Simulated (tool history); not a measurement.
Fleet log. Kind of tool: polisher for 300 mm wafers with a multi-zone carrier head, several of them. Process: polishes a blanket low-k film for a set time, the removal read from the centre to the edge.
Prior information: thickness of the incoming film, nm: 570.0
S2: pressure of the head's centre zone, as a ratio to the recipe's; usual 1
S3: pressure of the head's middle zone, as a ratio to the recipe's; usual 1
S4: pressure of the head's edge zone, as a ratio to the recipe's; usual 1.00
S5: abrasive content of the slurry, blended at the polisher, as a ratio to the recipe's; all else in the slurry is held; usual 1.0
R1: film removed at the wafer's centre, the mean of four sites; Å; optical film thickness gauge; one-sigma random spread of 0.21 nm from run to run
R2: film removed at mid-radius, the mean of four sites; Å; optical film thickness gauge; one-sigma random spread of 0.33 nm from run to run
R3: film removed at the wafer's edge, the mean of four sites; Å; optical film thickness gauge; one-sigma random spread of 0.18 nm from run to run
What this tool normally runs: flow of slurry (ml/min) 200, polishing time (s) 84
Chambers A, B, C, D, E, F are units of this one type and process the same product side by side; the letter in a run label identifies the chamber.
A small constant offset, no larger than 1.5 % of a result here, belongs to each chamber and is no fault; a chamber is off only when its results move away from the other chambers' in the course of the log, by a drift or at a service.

{"day": 0.383, "done": "chamber A: slurry nozzle cleaned"}
{"run": "1C", "day": 0.492, "flow of slurry (ml/min)": 200, "S2": 1, "S3": 1, "S4": 1.0, "S5": 1.0, "polishing time (s)": 84, "R1": 224.03, "R2": 230.6, "R3": 227.73}
{"run": "2F", "day": 0.767, "flow of slurry (ml/min)": 200, "S2": 1, "S3": 1, "S4": 1.0, "S5": 1.0, "polishing time (s)": 84, "R1": 222.6, "R2": 226.15, "R3": 230.38}
{"day": 0.988, "done": "chamber D: centre zone pressure recalibrated"}
{"run": "3A", "day": 1.333, "flow of slurry (ml/min)": 200, "S2": 1, "S3": 1, "S4": 1.0, "S5": 1.0, "polishing time (s)": 84, "R1": 230.24, "R2": 227.46, "R3": 225.11}
{"day": 1.588, "done": "chamber F: worn pad replaced by a new one"}
{"day": 1.638, "done": "chamber A: worn pad replaced by a new one"}
{"run": "4E", "day": 1.883, "flow of slurry (ml/min)": 200, "S2": 1, "S3": 1, "S4": 1.0, "S5": 1.0, "polishing time (s)": 84, "R1": 230.03, "R2": 229.64, "R3": 229.2}
{"run": "5B", "day": 2.233, "flow of slurry (ml/min)": 200, "S2": 1, "S3": 1, "S4": 1.0, "S5": 1.0, "polishing time (s)": 84, "R1": 228.96, "R2": 225.4, "R3": 232.56}
{"day": 2.396, "done": "chamber B: slurry nozzle cleaned"}
{"run": "6D", "day": 2.758, "flow of slurry (ml/min)": 200, "S2": 1, "S3": 1, "S4": 1.0, "S5": 1.0, "polishing time (s)": 84, "R1": 225.58, "R2": 229.29, "R3": 229.62}
{"day": 2.825, "done": "chamber E: worn pad replaced by a new one"}
{"day": 2.858, "done": "chamber D: worn pad replaced by a new one"}
{"run": "7A", "day": 3.279, "flow of slurry (ml/min)": 200, "S2": 1, "S3": 1, "S4": 1.0, "S5": 1.0, "polishing time (s)": 84, "R1": 228.77, "R2": 226.5, "R3": 225.5}
{"run": "8F", "day": 3.775, "flow of slurry (ml/min)": 200, "S2": 1, "S3": 1, "S4": 1.0, "S5": 1.0, "polishing time (s)": 84, "R1": 224.66, "R2": 227.87, "R3": 229.94}
{"run": "9E", "day": 4.25, "flow of slurry (ml/min)": 200, "S2": 1, "S3": 1, "S4": 1.0, "S5": 1.0, "polishing time (s)": 84, "R1": 230.04, "R2": 226.64, "R3": 226.71}
{"run": "10B", "day": 4.642, "flow of slurry (ml/min)": 200, "S2": 1, "S3": 1, "S4": 1.0, "S5": 1.0, "polishing time (s)": 84, "R1": 228.68, "R2": 225.44, "R3": 229.19}
{"run": "11D", "day": 4.921, "flow of slurry (ml/min)": 200, "S2": 1, "S3": 1, "S4": 1.0, "S5": 1.0, "polishing time (s)": 59, "R1": 157.91, "R2": 164.36, "R3": 159.56}
{"day": 5.221, "done": "chamber C: slurry nozzle cleaned"}
{"run": "12C", "day": 5.338, "flow of slurry (ml/min)": 200, "S2": 1, "S3": 1, "S4": 1.0, "S5": 1.0, "polishing time (s)": 59, "R1": 161.17, "R2": 157.87, "R3": 161.57}
{"day": 5.362, "done": "chamber E: slurry nozzle cleaned"}
{"run": "13D", "day": 5.583, "flow of slurry (ml/min)": 200, "S2": 1, "S3": 1, "S4": 1.0, "S5": 1.0, "polishing time (s)": 59, "R1": 158.84, "R2": 159.63, "R3": 159.73}
{"day": 5.6, "done": "chamber C: worn pad replaced by a new one"}
{"day": 5.612, "done": "chamber A: worn pad replaced by a new one"}
{"run": "14A", "day": 5.829, "flow of slurry (ml/min)": 200, "S2": 1, "S3": 1, "S4": 1.0, "S5": 1.0, "polishing time (s)": 59, "R1": 161.7, "R2": 160.25, "R3": 158.63}
{"day": 5.979, "done": "chamber B: worn pad replaced by a new one"}
{"day": 6.025, "done": "chamber F: slurry nozzle cleaned"}
{"run": "15E", "day": 6.304, "flow of slurry (ml/min)": 200, "S2": 1, "S3": 1, "S4": 1.0, "S5": 1.0, "polishing time (s)": 59, "R1": 163.12, "R2": 163.21, "R3": 159.43}
{"day": 6.6, "done": "chamber F: worn pad replaced by a new one"}
{"run": "16C", "day": 6.646, "flow of slurry (ml/min)": 200, "S2": 1, "S3": 1, "S4": 1.0, "S5": 1.0, "polishing time (s)": 59, "R1": 160.43, "R2": 160.37, "R3": 161.4}
{"run": "17B", "day": 7.121, "flow of slurry (ml/min)": 200, "S2": 1, "S3": 1, "S4": 1.0, "S5": 1.0, "polishing time (s)": 84, "R1": 230.33, "R2": 227.22, "R3": 230.28}
{"day": 7.221, "done": "chamber A: centre zone pressure recalibrated"}
{"day": 7.329, "done": "chamber B: centre zone pressure recalibrated"}
{"run": "18F", "day": 7.625, "flow of slurry (ml/min)": 200, "S2": 1, "S3": 1, "S4": 1.0, "S5": 1.0, "polishing time (s)": 84, "R1": 223.97, "R2": 225.78, "R3": 228.4}
{"day": 7.779, "done": "chamber D: slurry nozzle cleaned"}
{"run": "19E", "day": 7.925, "flow of slurry (ml/min)": 200, "S2": 1, "S3": 1, "S4": 1.0, "S5": 1.0, "polishing time (s)": 84, "R1": 228.23, "R2": 233.05, "R3": 225.06}
{"day": 8.021, "done": "chamber F: edge zone pressure recalibrated"}
{"day": 8.058, "done": "chamber F: centre zone pressure recalibrated"}
{"run": "20D", "day": 8.208, "flow of slurry (ml/min)": 200, "S2": 1, "S3": 1, "S4": 1.0, "S5": 1.0, "polishing time (s)": 84, "R1": 227.96, "R2": 232.95, "R3": 228.97}
{"day": 8.483, "done": "chamber E: worn pad replaced by a new one"}
{"run": "21B", "day": 8.642, "flow of slurry (ml/min)": 200, "S2": 1, "S3": 1, "S4": 1.0, "S5": 1.0, "polishing time (s)": 84, "R1": 227.29, "R2": 230.62, "R3": 229.18}
{"run": "22C", "day": 9.146, "flow of slurry (ml/min)": 200, "S2": 1, "S3": 1, "S4": 1.0, "S5": 1.0, "polishing time (s)": 84, "R1": 226.8, "R2": 225.96, "R3": 228.52}
{"run": "23A", "day": 9.529, "flow of slurry (ml/min)": 200, "S2": 1, "S3": 1, "S4": 1.0, "S5": 1.0, "polishing time (s)": 84, "R1": 232.44, "R2": 227.05, "R3": 223.41}
{"day": 9.721, "done": "chamber E: edge zone pressure recalibrated"}
{"run": "24F", "day": 9.9, "flow of slurry (ml/min)": 200, "S2": 1, "S3": 1, "S4": 0.89, "S5": 1.0, "polishing time (s)": 84, "R1": 225.39, "R2": 226.96, "R3": 215.38}
{"day": 10.146, "done": "chamber A: worn pad replaced by a new one"}
{"run": "25E", "day": 10.417, "flow of slurry (ml/min)": 200, "S2": 1, "S3": 1, "S4": 0.89, "S5": 1.0, "polishing time (s)": 84, "R1": 231.48, "R2": 228.66, "R3": 215.12}
{"day": 10.662, "done": "chamber C: worn pad replaced by a new one"}
{"run": "26C", "day": 10.875, "flow of slurry (ml/min)": 200, "S2": 1, "S3": 1, "S4": 0.89, "S5": 1.0, "polishing time (s)": 84, "R1": 228.35, "R2": 228.57, "R3": 217.7}
{"day": 11.229, "done": "chamber D: worn pad replaced by a new one"}
{"run": "27D", "day": 11.342, "flow of slurry (ml/min)": 200, "S2": 1, "S3": 1, "S4": 0.89, "S5": 1.0, "polishing time (s)": 84, "R1": 219.79, "R2": 223.05, "R3": 213.9}
{"run": "28F", "day": 11.675, "flow of slurry (ml/min)": 200, "S2": 1, "S3": 1, "S4": 0.89, "S5": 1.0, "polishing time (s)": 84, "R1": 225.2, "R2": 222.35, "R3": 215.62}
{"day": 11.733, "done": "chamber F: worn pad replaced by a new one"}
{"run": "29A", "day": 12.004, "flow of slurry (ml/min)": 200, "S2": 1, "S3": 1, "S4": 0.89, "S5": 1.0, "polishing time (s)": 84, "R1": 227.45, "R2": 233.54, "R3": 212.96}
{"run": "30B", "day": 12.462, "flow of slurry (ml/min)": 200, "S2": 1, "S3": 1, "S4": 1.0, "S5": 1.0, "polishing time (s)": 84, "R1": 230.69, "R2": 226.13, "R3": 228.03}
{"run": "31D", "day": 12.917, "flow of slurry (ml/min)": 200, "S2": 1, "S3": 1, "S4": 1.0, "S5": 1.3, "polishing time (s)": 111, "R1": 330.69, "R2": 328.32, "R3": 338.48}
{"run": "32C", "day": 13.433, "flow of slurry (ml/min)": 200, "S2": 1, "S3": 1, "S4": 1.0, "S5": 1.3, "polishing time (s)": 111, "R1": 332.28, "R2": 333.36, "R3": 335.16}
{"run": "33B", "day": 13.908, "flow of slurry (ml/min)": 200, "S2": 1, "S3": 1, "S4": 1.0, "S5": 1.3, "polishing time (s)": 111, "R1": 340.29, "R2": 338.87, "R3": 342.18}
{"day": 14.125, "done": "chamber E: worn pad replaced by a new one"}
{"run": "34E", "day": 14.283, "flow of slurry (ml/min)": 200, "S2": 1, "S3": 1, "S4": 1.0, "S5": 1.3, "polishing time (s)": 111, "R1": 337.47, "R2": 335.2, "R3": 333.56}
{"run": "35F", "day": 14.529, "flow of slurry (ml/min)": 200, "S2": 1, "S3": 1, "S4": 1.0, "S5": 1.3, "polishing time (s)": 111, "R1": 332.6, "R2": 332.9, "R3": 338.25}
{"run": "36A", "day": 14.996, "flow of slurry (ml/min)": 200, "S2": 1, "S3": 1, "S4": 1.0, "S5": 1.3, "polishing time (s)": 111, "R1": 342.5, "R2": 335.68, "R3": 333.14}
{"day": 15.479, "done": "chamber D: slurry nozzle cleaned"}
{"run": "37D", "day": 15.508, "flow of slurry (ml/min)": 200, "S2": 1, "S3": 1, "S4": 1.0, "S5": 1.0, "polishing time (s)": 84, "R1": 222.0, "R2": 228.08, "R3": 225.86}

Predict what each chamber gives when all 6 of them run the settings below next.
{"run": "38A", "day": 15.912, "flow of slurry (ml/min)": 200, "S2": 1, "S3": 1, "S4": 1.0, "S5": 1.0, "polishing time (s)": 84, "R1": "?", "R2": "?", "R3": "?"}
{"run": "38B", "day": 15.912, "flow of slurry (ml/min)": 200, "S2": 1, "S3": 1, "S4": 1.0, "S5": 1.0, "polishing time (s)": 84, "R1": "?", "R2": "?", "R3": "?"}
{"run": "38C", "day": 15.912, "flow of slurry (ml/min)": 200, "S2": 1, "S3": 1, "S4": 1.0, "S5": 1.0, "polishing time (s)": 84, "R1": "?", "R2": "?", "R3": "?"}
{"run": "38D", "day": 15.912, "flow of slurry (ml/min)": 200, "S2": 1, "S3": 1, "S4": 1.0, "S5": 1.0, "polishing time (s)": 84, "R1": "?", "R2": "?", "R3": "?"}
{"run": "38E", "day": 15.912, "flow of slurry (ml/min)": 200, "S2": 1, "S3": 1, "S4": 1.0, "S5": 1.0, "polishing time (s)": 84, "R1": "?", "R2": "?", "R3": "?"}
{"run": "38F", "day": 15.912, "flow of slurry (ml/min)": 200, "S2": 1, "S3": 1, "S4": 1.0, "S5": 1.0, "polishing time (s)": 84, "R1": "?", "R2": "?", "R3": "?"}

run=38A R1=232.99 R2=227.55 R3=227.49
run=38B R1=229.80 R2=222.45 R3=228.69
run=38C R1=227.36 R2=225.66 R3=230.10
run=38D R1=227.93 R2=224.81 R3=228.20
run=38E R1=229.26 R2=227.37 R3=224.79
run=38F R1=225.59 R2=229.59 R3=227.36
